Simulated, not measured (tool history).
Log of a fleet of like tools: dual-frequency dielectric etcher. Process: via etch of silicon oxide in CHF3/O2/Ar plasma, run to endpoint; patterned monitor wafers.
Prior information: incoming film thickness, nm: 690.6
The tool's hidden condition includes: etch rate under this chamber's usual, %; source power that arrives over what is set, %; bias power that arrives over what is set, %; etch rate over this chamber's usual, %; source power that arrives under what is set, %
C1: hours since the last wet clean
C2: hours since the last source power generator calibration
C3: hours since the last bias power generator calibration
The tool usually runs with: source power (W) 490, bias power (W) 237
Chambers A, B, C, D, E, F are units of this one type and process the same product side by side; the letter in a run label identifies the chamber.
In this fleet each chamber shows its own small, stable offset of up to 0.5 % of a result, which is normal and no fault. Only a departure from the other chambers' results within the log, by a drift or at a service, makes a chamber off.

run 1B hour=3.6 | source_power_(W)=490 bias_power_(W)=237 | C1=88.9 C2=2645.1 C3=909.2 | endpoint_time_(s)=342.29
run 2E hour=6.2 | source_power_(W)=490 bias_power_(W)=237 | C1=454 C2=867.6 C3=152.1 | endpoint_time_(s)=342.3
run 3F hour=9.2 | source_power_(W)=490 bias_power_(W)=237 | C1=382.7 C2=3583.8 C3=3081.8 | endpoint_time_(s)=343.96
run 4D hour=12.1 | source_power_(W)=490 bias_power_(W)=237 | C1=502.7 C2=1346.2 C3=2758.1 | endpoint_time_(s)=342.54
run 5A hour=16.6 | source_power_(W)=490 bias_power_(W)=237 | C1=351.8 C2=2159.9 C3=1289.4 | endpoint_time_(s)=343.45
run 6C hour=20.1 | source_power_(W)=560 bias_power_(W)=237 | C1=110.4 C2=770 C3=407.9 | endpoint_time_(s)=326.25
run 7A hour=23.2 | source_power_(W)=560 bias_power_(W)=237 | C1=358.4 C2=2166.5 C3=1296 | endpoint_time_(s)=326.54
run 8B hour=25.9 | source_power_(W)=560 bias_power_(W)=237 | C1=111.2 C2=2667.4 C3=931.5 | endpoint_time_(s)=327.18
run 9E hour=28.9 | source_power_(W)=560 bias_power_(W)=237 | C1=476.7 C2=890.3 C3=174.8 | endpoint_time_(s)=325.69
-- hour=33 chamber E: wet clean of the chamber
run 10F hour=33.2 | source_power_(W)=560 bias_power_(W)=237 | C1=406.7 C2=3607.8 C3=3105.8 | endpoint_time_(s)=326.78
run 11C hour=36.8 | source_power_(W)=560 bias_power_(W)=237 | C1=127.1 C2=786.7 C3=424.6 | endpoint_time_(s)=325.44
run 12D hour=41.1 | source_power_(W)=490 bias_power_(W)=237 | C1=531.7 C2=1375.2 C3=2787.1 | endpoint_time_(s)=343.96
run 13F hour=45.9 | source_power_(W)=490 bias_power_(W)=237 | C1=419.4 C2=3620.5 C3=3118.5 | endpoint_time_(s)=345.09
run 14E hour=48.8 | source_power_(W)=450 bias_power_(W)=199 | C1=15.8 C2=910.2 C3=194.7 | endpoint_time_(s)=376.69
-- hour=50.2 chamber A: bias power generator calibrated
run 15A hour=53.3 | source_power_(W)=450 bias_power_(W)=199 | C1=388.5 C2=2196.6 C3=3.2 | endpoint_time_(s)=378.92
run 16C hour=57.7 | source_power_(W)=450 bias_power_(W)=199 | C1=148 C2=807.6 C3=445.5 | endpoint_time_(s)=377.1
run 17B hour=60.5 | source_power_(W)=450 bias_power_(W)=199 | C1=145.8 C2=2702 C3=966.1 | endpoint_time_(s)=375.46
-- hour=62.1 chamber D: bias power generator calibrated
run 18D hour=65.5 | source_power_(W)=450 bias_power_(W)=199 | C1=556.1 C2=1399.6 C3=3.5 | endpoint_time_(s)=376.49
run 19D hour=69.8 | source_power_(W)=450 bias_power_(W)=199 | C1=560.4 C2=1403.9 C3=7.8 | endpoint_time_(s)=375.99
run 20C hour=73.5 | source_power_(W)=490 bias_power_(W)=237 | C1=163.8 C2=823.4 C3=461.3 | endpoint_time_(s)=344.65
run 21E hour=78.8 | source_power_(W)=490 bias_power_(W)=237 | C1=45.8 C2=940.2 C3=224.7 | endpoint_time_(s)=341.43
run 22F hour=84.2 | source_power_(W)=490 bias_power_(W)=237 | C1=457.7 C2=3658.8 C3=3156.8 | endpoint_time_(s)=341.79
run 23B hour=89.1 | source_power_(W)=590 bias_power_(W)=237 | C1=174.4 C2=2730.6 C3=994.7 | endpoint_time_(s)=321.33
run 24A hour=92.9 | source_power_(W)=590 bias_power_(W)=237 | C1=428.1 C2=2236.2 C3=42.8 | endpoint_time_(s)=322.63
-- hour=97.6 chamber F: bias power generator calibrated
run 25E hour=97.9 | source_power_(W)=590 bias_power_(W)=237 | C1=64.9 C2=959.3 C3=243.8 | endpoint_time_(s)=318.33
run 26B hour=101.6 | source_power_(W)=590 bias_power_(W)=237 | C1=186.9 C2=2743.1 C3=1007.2 | endpoint_time_(s)=320.79
run 27A hour=106.4 | source_power_(W)=590 bias_power_(W)=237 | C1=441.6 C2=2249.7 C3=56.3 | endpoint_time_(s)=322.09
run 28D hour=109.7 | source_power_(W)=590 bias_power_(W)=237 | C1=600.3 C2=1443.8 C3=47.7 | endpoint_time_(s)=320.42
run 29C hour=113.7 | source_power_(W)=490 bias_power_(W)=237 | C1=204 C2=863.6 C3=501.5 | endpoint_time_(s)=341.28
run 30F hour=117.3 | source_power_(W)=490 bias_power_(W)=237 | C1=490.8 C2=3691.9 C3=19.7 | endpoint_time_(s)=338.68
run 31D hour=119.7 | source_power_(W)=490 bias_power_(W)=237 | C1=610.3 C2=1453.8 C3=57.7 | endpoint_time_(s)=341.8
-- hour=122.8 chamber A: wet clean of the chamber
run 32C hour=123.7 | source_power_(W)=490 bias_power_(W)=237 | C1=214 C2=873.6 C3=511.5 | endpoint_time_(s)=342.59
-- hour=128.3 chamber D: wet clean of the chamber
run 33F hour=129 | source_power_(W)=490 bias_power_(W)=237 | C1=502.5 C2=3703.6 C3=31.4 | endpoint_time_(s)=339.45
run 34B hour=132.4 | source_power_(W)=490 bias_power_(W)=237 | C1=217.7 C2=2773.9 C3=1038 | endpoint_time_(s)=343.24
run 35E hour=134.8 | source_power_(W)=490 bias_power_(W)=237 | C1=101.8 C2=996.2 C3=280.7 | endpoint_time_(s)=341.8
run 36A hour=138.8 | source_power_(W)=490 bias_power_(W)=237 | C1=16 C2=2282.1 C3=88.7 | endpoint_time_(s)=343.07
run 37C hour=141.5 | source_power_(W)=490 bias_power_(W)=237 | C1=231.8 C2=891.4 C3=529.3 | endpoint_time_(s)=342.75
run 38B hour=145.8 | source_power_(W)=490 bias_power_(W)=237 | C1=231.1 C2=2787.3 C3=1051.4 | endpoint_time_(s)=340.75
run 39E hour=149.8 | source_power_(W)=490 bias_power_(W)=237 | C1=116.8 C2=1011.2 C3=295.7 | endpoint_time_(s)=341.23
run 40D hour=152.2 | source_power_(W)=450 bias_power_(W)=186 | C1=23.9 C2=1486.3 C3=90.2 | endpoint_time_(s)=385.53
run 41F hour=155.7 | source_power_(W)=450 bias_power_(W)=186 | C1=529.2 C2=3730.3 C3=58.1 | endpoint_time_(s)=376.77
run 42A hour=161 | source_power_(W)=450 bias_power_(W)=186 | C1=38.2 C2=2304.3 C3=110.9 | endpoint_time_(s)=386.96
run 43E hour=163.8 | source_power_(W)=450 bias_power_(W)=186 | C1=130.8 C2=1025.2 C3=309.7 | endpoint_time_(s)=383.96

Has any chamber moved away from the others, gradually or after a service, or does the common gauge drift, or do the chambers differ only by their own small steady offsets? State the chamber and the most likely cause if one applies.

One chamber, F, drifts off from the rest bit by bit.
Most likely cause: etch rate over this chamber's usual, % = 3.19.

Here are 4 candidates for chamber F's next run, each the usual settings with a change, their results left as question marks. Which one brings its results back in line with what the others give on the usual settings?
In-line tolerance around the mean of the other chambers on the usual settings: endpoint time (s) 3.8
run 44F-1 hour=167.8 | source_power_(W)=460 bias_power_(W)=237 | endpoint_time_(s)=?
run 44F-2 hour=167.8 | source_power_(W)=520 bias_power_(W)=237 | endpoint_time_(s)=?
run 44F-3 hour=167.8 | source_power_(W)=480 bias_power_(W)=237 | endpoint_time_(s)=?
run 44F-4 hour=167.8 | source_power_(W)=490 bias_power_(W)=241 | endpoint_time_(s)=?

The other chambers' mean on the usual settings: endpoint time (s) 342.6
run=44F-1 endpoint_time_(s)=341.97
run=44F-2 endpoint_time_(s)=326.39
run=44F-3 endpoint_time_(s)=336.48
run=44F-4 endpoint_time_(s)=331.86
44F-1 is the one that brings the chamber's results back in line with the other chambers.
